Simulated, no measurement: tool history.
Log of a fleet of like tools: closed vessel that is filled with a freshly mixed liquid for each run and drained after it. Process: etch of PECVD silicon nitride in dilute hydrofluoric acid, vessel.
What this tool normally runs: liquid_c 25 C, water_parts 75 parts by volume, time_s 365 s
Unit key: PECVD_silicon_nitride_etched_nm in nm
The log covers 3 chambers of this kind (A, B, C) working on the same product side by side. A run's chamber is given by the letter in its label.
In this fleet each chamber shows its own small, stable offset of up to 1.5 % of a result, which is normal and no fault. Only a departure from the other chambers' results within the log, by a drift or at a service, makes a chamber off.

run   hour  liquid_c  water_parts  time_s  read-back film thickness of the PECVD silicon nitride reference wafer, read on the same gauge (nm)  PECVD_silicon_nitride_etched_nm
 1B   13.5        25           75     365                                                                                              109.97                           12.251
 2C     25        25           75     365                                                                                              109.97                           12.203
 3A   34.3        25           75     365                                                                                                 110                           12.319
 4B   44.6        25           75     365                                                                                              110.01                           12.132
 5C   52.5        25           90     365                                                                                              110.03                            10.21
 6A   62.7        25           90     365                                                                                              109.96                           10.426
 7C   70.3        25           90     365                                                                                                 110                           10.112
 8A   83.9        25           75     365                                                                                              109.97                           12.468
 9B   97.2        25           75     365                                                                                              110.01                           12.243
10C  105.8        25           75     365                                                                                                 110                           12.075
11A  112.5        25           75     365                                                                                              110.01                           12.599
12B  123.6        25           75     365                                                                                              110.02                           12.299
13B  130.8        25           75     365                                                                                              110.02                            12.27
14A  139.3        25           75     365                                                                                              109.98                            12.63
15C  153.4        25           75     365                                                                                              110.01                           12.189
16A  162.3        25           45     160                                                                                              110.02                           9.0814
17B  175.7        25           45     160                                                                                              109.96                           8.8379
18C  186.3        25           45     160                                                                                              110.01                           8.6647
19C  194.2        25           75     365                                                                                              109.99                           12.076
20A    204        25           75     365                                                                                              110.02                           12.885
21B  213.9        25           55     460                                                                                              109.97                            21.13
22B  224.2        25           55     460                                                                                              110.02                           21.083
23C  237.5        25           55     460                                                                                              110.06                           20.485
24A  249.2        25           75     365                                                                                                 110                           12.976

Decide between three cases: one chamber stands off from its peers, the gauge reading all wafers drifts, or nothing is wrong past each chamber's small offset. Where a chamber is off, say which and what most likely put it there.

One chamber, A, drifts off from the rest bit by bit.
Likeliest cause: hydrofluoric acid flow above the setpoint (%) = 6.56.
With only this log, it may be confused with: liquid hotter than its thermometer reads (K).

Here are 4 candidates for chamber A's next run, each the usual settings with a change, their results left as question marks. Which one brings its results back in line with what the others give on the usual settings?
A result is in line if it is within this distance of the other chambers' mean on the usual settings: PECVD_silicon_nitride_etched_nm 0.21 nm
25A-1  259.5        25           75     375                                                                                                                                    ?
25A-2  259.5        26           75     365                                                                                                                                    ?
25A-3  259.5        25           75     355                                                                                                                                    ?
25A-4  259.5        25           80     365                                                                                                                                    ?

Mean of the other chambers on the usual settings: PECVD_silicon_nitride_etched_nm 12.204 nm
  run  PECVD_silicon_nitride_etched_nm
25A-1                           13.402
25A-2                           13.935
25A-3                           12.687
25A-4                           12.251
With 25A-4, the chamber falls back in line with the rest.
